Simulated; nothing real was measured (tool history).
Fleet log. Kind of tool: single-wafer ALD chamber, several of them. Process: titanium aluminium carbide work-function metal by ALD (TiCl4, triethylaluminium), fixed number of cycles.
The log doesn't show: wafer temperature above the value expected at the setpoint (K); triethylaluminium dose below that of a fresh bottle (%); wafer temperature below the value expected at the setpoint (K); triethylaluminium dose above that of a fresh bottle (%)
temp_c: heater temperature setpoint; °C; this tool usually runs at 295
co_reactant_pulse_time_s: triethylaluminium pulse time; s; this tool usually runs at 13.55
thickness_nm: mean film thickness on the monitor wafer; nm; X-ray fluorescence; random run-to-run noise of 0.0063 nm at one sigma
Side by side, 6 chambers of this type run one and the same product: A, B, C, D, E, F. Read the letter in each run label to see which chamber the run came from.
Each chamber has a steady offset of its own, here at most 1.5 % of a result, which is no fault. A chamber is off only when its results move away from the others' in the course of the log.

run,hour,temp_c,co_reactant_pulse_time_s,hours since the last thermocouple change,hours since the last triethylaluminium bottle change,"read-back reference wafer on the same gauge, thickness_nm",thickness_nm
1A,12.4,295,13.55,1351.4,450.2,2.0509,2.003
2F,20,295,13.55,812.3,529.6,2.0508,2.0075
3D,26.2,295,13.55,283.8,818,2.0507,1.996
4C,37.8,295,13.55,79.3,1073.8,2.0502,1.9746
5B,43.8,295,13.55,64.9,408.4,2.0498,2.0124
6E,51.2,295,13.55,1736.4,366.5,2.051,2.0268
7B,62,295,13.55,83.1,426.6,2.0501,2.0031
8F,68.4,295,13.55,860.7,578,2.0511,1.9976
# hour 70.4: chamber C: triethylaluminium bottle replaced
9C,80.8,295,13.55,122.3,10.5,2.0499,1.9802
10E,87.4,295,13.55,1772.6,402.7,2.0497,2.032
11D,98.1,295,13.55,355.7,889.9,2.0497,1.9982
12A,106.6,295,13.55,1445.6,544.4,2.0497,1.9999
13C,116.5,288,9.44,158,46.2,2.0504,1.867
14E,123.8,288,9.44,1809,439.1,2.051,1.8927
15A,132.5,288,9.44,1471.5,570.3,2.0491,1.8654
16B,140.6,288,9.44,161.7,505.2,2.0512,1.8991
17F,151.2,288,9.44,943.5,660.8,2.0486,1.8853
18D,163,288,9.44,420.6,954.8,2.0501,1.8823
19F,170.8,306,17.81,963.1,680.4,2.05,2.1163
20E,181.9,306,17.81,1867.1,497.2,2.0508,2.1464
21C,188.5,306,17.81,230,118.2,2.0495,2.0835
22B,200.6,306,17.81,221.7,565.2,2.0508,2.1399
23A,206.5,306,17.81,1545.5,644.3,2.0493,2.1119
24D,213.2,306,17.81,470.8,1005,2.0494,2.124
25F,224.9,295,13.55,1017.2,734.5,2.0496,1.9929
26B,235.8,295,13.55,256.9,600.4,2.0506,2.0054
27C,243.9,295,13.55,285.4,173.6,2.0517,1.9746
28E,255.3,287,13.55,1940.5,570.6,2.0497,1.9511
29A,262.8,287,13.55,1601.8,700.6,2.0504,1.9236
30D,268.9,287,13.55,526.5,1060.7,2.0502,1.9319
# hour 272.6: chamber A: triethylaluminium bottle replaced
31A,278.4,287,13.55,1617.4,5.9,2.0497,1.9148
32E,289.2,287,13.55,1974.4,604.5,2.0487,1.9539
33B,296.3,287,13.55,317.4,660.9,2.0485,1.9364
34F,305.5,295,13.55,1097.8,815.1,2.0488,2.0044
35C,315.8,295,13.55,357.3,245.5,2.0517,1.971
36D,325.6,295,13.55,583.2,1117.4,2.0519,2.0097
# hour 332.4: chamber B: triethylaluminium bottle replaced
37F,335.8,295,13.55,1128.1,845.4,2.0474,2.0058
38D,342.7,295,13.55,600.3,1134.5,2.0489,1.9987
39E,350.3,295,18.75,2035.5,665.6,2.0494,2.0482
40C,362.8,295,18.75,404.3,292.5,2.0489,1.99
41A,371.3,295,18.75,1710.3,98.8,2.0492,2.0039
42B,381.6,295,18.75,402.7,49.3,2.0502,2.0193
43E,388.6,295,18.75,2073.8,703.9,2.0491,2.0543
44F,399.9,295,18.75,1192.2,909.5,2.0515,2.0179

All 6 chambers run these settings next. Forecast each chamber's results:
45A,408.9,309,13.55,,,,?
45B,408.9,309,13.55,,,,?
45C,408.9,309,13.55,,,,?
45D,408.9,309,13.55,,,,?
45E,408.9,309,13.55,,,,?
45F,408.9,309,13.55,,,,?

run,thickness_nm
45A,2.1193
45B,2.1468
45C,2.0935
45D,2.1209
45E,2.1478
45F,2.1342
